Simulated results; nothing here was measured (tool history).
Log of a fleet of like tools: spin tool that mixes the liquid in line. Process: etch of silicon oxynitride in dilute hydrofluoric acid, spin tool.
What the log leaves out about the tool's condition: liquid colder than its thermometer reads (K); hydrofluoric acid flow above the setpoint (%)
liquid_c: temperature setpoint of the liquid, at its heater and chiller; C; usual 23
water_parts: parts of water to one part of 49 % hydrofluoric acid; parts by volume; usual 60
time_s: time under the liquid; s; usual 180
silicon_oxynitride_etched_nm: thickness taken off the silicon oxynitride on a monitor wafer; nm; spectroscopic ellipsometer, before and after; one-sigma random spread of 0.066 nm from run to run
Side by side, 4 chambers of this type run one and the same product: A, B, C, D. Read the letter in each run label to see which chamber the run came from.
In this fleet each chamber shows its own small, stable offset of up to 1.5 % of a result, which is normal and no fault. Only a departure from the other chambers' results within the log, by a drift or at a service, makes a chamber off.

| run | hour | liquid_c | water_parts | time_s | hours since the thermometer was replaced | hours since the hydrofluoric acid flow meter was replaced | read-back film thickness of the silicon oxynitride reference wafer, read on the same gauge (nm) | silicon_oxynitride_etched_nm |
|---|---|---|---|---|---|---|---|---|
| 1D | 11.3 | 23 | 60 | 180 | 981.8 | 182.4 | 89.965 | 13.7890 |
| 2A | 22.1 | 23 | 60 | 180 | 2717.4 | 526.8 | 89.974 | 13.7080 |
| 3B | 29.8 | 23 | 60 | 180 | 290.3 | 743.0 | 90.044 | 13.4870 |
| 4C | 37.3 | 23 | 60 | 180 | 62.2 | 174.6 | 89.990 | 13.9200 |
| 5D | 50.5 | 23 | 60 | 285 | 1021.0 | 221.6 | 90.017 | 21.9430 |
| 6B | 63.6 | 23 | 60 | 285 | 324.1 | 776.8 | 89.995 | 21.2910 |
| 7C | 70.2 | 23 | 60 | 285 | 95.1 | 207.5 | 90.002 | 21.7270 |
| 8A | 82.6 | 23 | 60 | 285 | 2777.9 | 587.3 | 89.997 | 21.6780 |
| 9A | 89.1 | 23 | 60 | 180 | 2784.4 | 593.8 | 90.025 | 13.7440 |
| 10C | 100.5 | 23 | 60 | 180 | 125.4 | 237.8 | 89.994 | 13.7420 |
| 11B | 109.1 | 23 | 60 | 180 | 369.6 | 822.3 | 89.970 | 13.5500 |
| 12D | 120.0 | 23 | 60 | 180 | 1090.5 | 291.1 | 89.976 | 13.6160 |
| 13D | 130.1 | 23 | 60 | 180 | 1100.6 | 301.2 | 90.000 | 13.4490 |
| 14A | 136.3 | 26 | 60 | 95 | 2831.6 | 641.0 | 90.011 | 8.2940 |
| 15C | 146.0 | 26 | 60 | 95 | 170.9 | 283.3 | 90.058 | 8.4629 |
| 16B | 154.5 | 26 | 60 | 95 | 415.0 | 867.7 | 90.011 | 8.2468 |
| 17A | 164.1 | 26 | 60 | 95 | 2859.4 | 668.8 | 89.981 | 8.3837 |
| 18D | 176.6 | 23 | 60 | 180 | 1147.1 | 347.7 | 90.016 | 13.2980 |
|  | 184.2 | chamber A: thermometer replaced |
| 19B | 187.2 | 21 | 40 | 180 | 447.7 | 900.4 | 89.983 | 18.4660 |
| 20C | 199.2 | 21 | 40 | 180 | 224.1 | 336.5 | 90.026 | 19.0660 |
| 21A | 208.7 | 21 | 40 | 180 | 24.6 | 713.4 | 90.021 | 19.1500 |
| 22C | 220.1 | 21 | 40 | 180 | 245.0 | 357.4 | 90.031 | 19.1760 |
| 23B | 229.9 | 23 | 60 | 180 | 490.4 | 943.1 | 90.027 | 13.5900 |
| 24D | 236.9 | 23 | 60 | 180 | 1207.4 | 408.0 | 90.034 | 12.9820 |

Next, every chamber runs the same settings. What will each give?
| 25A | 246.7 | 23 | 60 | 180 |  |  |  | ? |
| 25B | 246.7 | 23 | 60 | 180 |  |  |  | ? |
| 25C | 246.7 | 23 | 60 | 180 |  |  |  | ? |
| 25D | 246.7 | 23 | 60 | 180 |  |  |  | ? |

| run | silicon_oxynitride_etched_nm |
|---|---|
| 25A | 13.6700 |
| 25B | 13.5270 |
| 25C | 13.7870 |
| 25D | 12.9510 |
